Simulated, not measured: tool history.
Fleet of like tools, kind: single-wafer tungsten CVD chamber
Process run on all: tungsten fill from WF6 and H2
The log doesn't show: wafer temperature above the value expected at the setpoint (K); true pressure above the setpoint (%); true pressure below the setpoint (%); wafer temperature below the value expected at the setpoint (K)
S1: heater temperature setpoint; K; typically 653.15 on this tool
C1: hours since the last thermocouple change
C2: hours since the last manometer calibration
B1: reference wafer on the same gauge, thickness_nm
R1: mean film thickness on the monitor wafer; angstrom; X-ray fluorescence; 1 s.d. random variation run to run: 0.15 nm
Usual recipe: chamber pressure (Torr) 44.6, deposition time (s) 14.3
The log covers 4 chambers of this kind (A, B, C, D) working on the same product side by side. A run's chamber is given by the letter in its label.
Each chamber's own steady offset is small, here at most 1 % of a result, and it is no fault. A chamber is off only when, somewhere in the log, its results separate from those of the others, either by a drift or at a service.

Run 1B, hour 12.4: usual settings; C1 1790.5; C2 1872; B1 37.664. Result: R1 338.83 angstrom.
Run 2A, hour 25.5: usual settings; C1 912.2; C2 185.9; B1 37.724. Result: R1 338.5 angstrom.
Run 3D, hour 33.9: usual settings; C1 1568.9; C2 1579.3; B1 37.7. Result: R1 337.46 angstrom.
Run 4C, hour 43.6: usual settings; C1 1329.6; C2 823.5; B1 37.699. Result: R1 336.64 angstrom.
Run 5B, hour 53.7: usual settings but S1 642.15 K, chamber pressure (Torr) 38.1; C1 1831.8; C2 1913.3; B1 37.706. Result: R1 249.87 angstrom.
Run 6D, hour 63.5: usual settings but S1 642.15 K, chamber pressure (Torr) 38.1; C1 1598.5; C2 1608.9; B1 37.69. Result: R1 248.73 angstrom.
Run 7A, hour 71.2: usual settings but S1 642.15 K, chamber pressure (Torr) 38.1; C1 957.9; C2 231.6; B1 37.73. Result: R1 252.31 angstrom.
Run 8C, hour 83.2: usual settings but S1 642.15 K, chamber pressure (Torr) 38.1; C1 1369.2; C2 863.1; B1 37.717. Result: R1 247.45 angstrom.
Run 9D, hour 95: usual settings; C1 1630; C2 1640.4; B1 37.674. Result: R1 335.22 angstrom.
Run 10A, hour 105.6: usual settings; C1 992.3; C2 266; B1 37.702. Result: R1 343.68 angstrom.
At hour 106.1: chamber D: capacitance manometer re-zeroed and calibrated.
Run 11C, hour 112.9: usual settings but chamber pressure (Torr) 49.7; C1 1398.9; C2 892.8; B1 37.693. Result: R1 353.9 angstrom.
Run 12B, hour 124.5: usual settings but chamber pressure (Torr) 49.7; C1 1902.6; C2 1984.1; B1 37.694. Result: R1 360.11 angstrom.
Run 13A, hour 133.9: usual settings but chamber pressure (Torr) 49.7; C1 1020.6; C2 294.3; B1 37.674. Result: R1 358.56 angstrom.
Run 14D, hour 148.2: usual settings but chamber pressure (Torr) 49.7; C1 1683.2; C2 42.1; B1 37.687. Result: R1 353.99 angstrom.
Run 15B, hour 158.6: usual settings; C1 1936.7; C2 2018.2; B1 37.694. Result: R1 344.05 angstrom.
Run 16C, hour 172.6: usual settings; C1 1458.6; C2 952.5; B1 37.671. Result: R1 335.66 angstrom.
Run 17D, hour 184.3: usual settings; C1 1719.3; C2 78.2; B1 37.702. Result: R1 338.8 angstrom.
Run 18C, hour 194.1: usual settings; C1 1480.1; C2 974; B1 37.673. Result: R1 337.98 angstrom.
Run 19A, hour 205.2: usual settings; C1 1091.9; C2 365.6; B1 37.679. Result: R1 341.27 angstrom.
Run 20B, hour 213.6: usual settings; C1 1991.7; C2 2073.2; B1 37.74. Result: R1 347.84 angstrom.
Run 21B, hour 225.1: usual settings; C1 2003.2; C2 2084.7; B1 37.727. Result: R1 346.36 angstrom.
Run 22C, hour 232.7: usual settings; C1 1518.7; C2 1012.6; B1 37.686. Result: R1 336.82 angstrom.
Run 23D, hour 242.4: usual settings; C1 1777.4; C2 136.3; B1 37.716. Result: R1 335.49 angstrom.
Run 24A, hour 254.7: usual settings; C1 1141.4; C2 415.1; B1 37.668. Result: R1 338.68 angstrom.
At hour 262.9: chamber B: capacitance manometer re-zeroed and calibrated.
Run 25B, hour 266.5: usual settings but S1 644.15 K, deposition time (s) 12.1; C1 2044.6; C2 3.7; B1 37.733. Result: R1 244.91 angstrom.
Run 26A, hour 276: usual settings but S1 644.15 K, deposition time (s) 12.1; C1 1162.7; C2 436.4; B1 37.679. Result: R1 239.34 angstrom.
Run 27D, hour 289.3: usual settings but S1 644.15 K, deposition time (s) 12.1; C1 1824.3; C2 183.2; B1 37.665. Result: R1 236.09 angstrom.
Run 28C, hour 303.8: usual settings but S1 644.15 K, deposition time (s) 12.1; C1 1589.8; C2 1083.7; B1 37.689. Result: R1 236.73 angstrom.
Run 29D, hour 313.4: usual settings but S1 641.15 K, chamber pressure (Torr) 50.6; C1 1848.4; C2 207.3; B1 37.755. Result: R1 277.71 angstrom.
Run 30A, hour 327.3: usual settings but S1 641.15 K, chamber pressure (Torr) 50.6; C1 1214; C2 487.7; B1 37.686. Result: R1 279.65 angstrom.
Run 31C, hour 338.2: usual settings but S1 641.15 K, chamber pressure (Torr) 50.6; C1 1624.2; C2 1118.1; B1 37.667. Result: R1 276.51 angstrom.
At hour 345.2: chamber C: thermocouple changed; heater temperature recalibrated.
Run 32B, hour 346.9: usual settings but S1 641.15 K, chamber pressure (Torr) 50.6; C1 2125; C2 84.1; B1 37.689. Result: R1 292.18 angstrom.
Run 33D, hour 356.7: usual settings; C1 1891.7; C2 250.6; B1 37.646. Result: R1 337.05 angstrom.
Run 34A, hour 367.4: usual settings but S1 647.15 K, deposition time (s) 16; C1 1254.1; C2 527.8; B1 37.717. Result: R1 335.6 angstrom.
Run 35C, hour 380.1: usual settings but S1 647.15 K, deposition time (s) 16; C1 34.9; C2 1160; B1 37.682. Result: R1 332.63 angstrom.
Run 36B, hour 387.2: usual settings but S1 647.15 K, deposition time (s) 16; C1 2165.3; C2 124.4; B1 37.729. Result: R1 351.7 angstrom.
Run 37B, hour 399.9: usual settings but S1 647.15 K, deposition time (s) 16; C1 2178; C2 137.1; B1 37.681. Result: R1 351.77 angstrom.
Run 38A, hour 409.2: usual settings; C1 1295.9; C2 569.6; B1 37.678. Result: R1 340.04 angstrom.
Run 39C, hour 419.5: usual settings; C1 74.3; C2 1199.4; B1 37.675. Result: R1 339.04 angstrom.
Run 40D, hour 428.5: usual settings; C1 1963.5; C2 322.4; B1 37.721. Result: R1 336.33 angstrom.
Run 41C, hour 443.2: usual settings; C1 98; C2 1223.1; B1 37.708. Result: R1 335.17 angstrom.
Run 42B, hour 456.9: usual settings; C1 2235; C2 194.1; B1 37.728. Result: R1 358.36 angstrom.
Run 43D, hour 469.3: usual settings; C1 2004.3; C2 363.2; B1 37.678. Result: R1 337.41 angstrom.
Run 44A, hour 478.2: usual settings; C1 1364.9; C2 638.6; B1 37.67. Result: R1 339.54 angstrom.

Does one chamber stand apart from the rest, does the shared gauge drift, or is all well apart from small per-chamber offsets? Give the chamber and the most likely cause, where there is one.

It is chamber B that slowly wanders off from its peers.
Most likely cause: wafer temperature above the value expected at the setpoint (K) = 2.78.

Chamber B could run next with any of the 4 candidate recipes listed below; each alters the usual settings, and their results appear as question marks. Which one brings its results back in line with what the other chambers deliver on the usual settings?
To be in line, a result may differ from the other chambers' mean on the usual settings by at most: R1 5.2 angstrom
Run 45B-1, hour 488.9: usual settings but chamber pressure (Torr) 45.2, deposition time (s) 14.6. Result: R1 ?.
Run 45B-2, hour 488.9: usual settings but S1 652.15 K, chamber pressure (Torr) 44.4, deposition time (s) 14.2. Result: R1 ?.
Run 45B-3, hour 488.9: usual settings but chamber pressure (Torr) 50.2. Result: R1 ?.
Run 45B-4, hour 488.9: usual settings but chamber pressure (Torr) 39. Result: R1 ?.

On the usual settings, the other chambers give on average: R1 338.35 angstrom
  run      R1
45B-1  368.55
45B-2  348.45
45B-3  378.86
45B-4  336.88
45B-4 brings the chamber back in line.
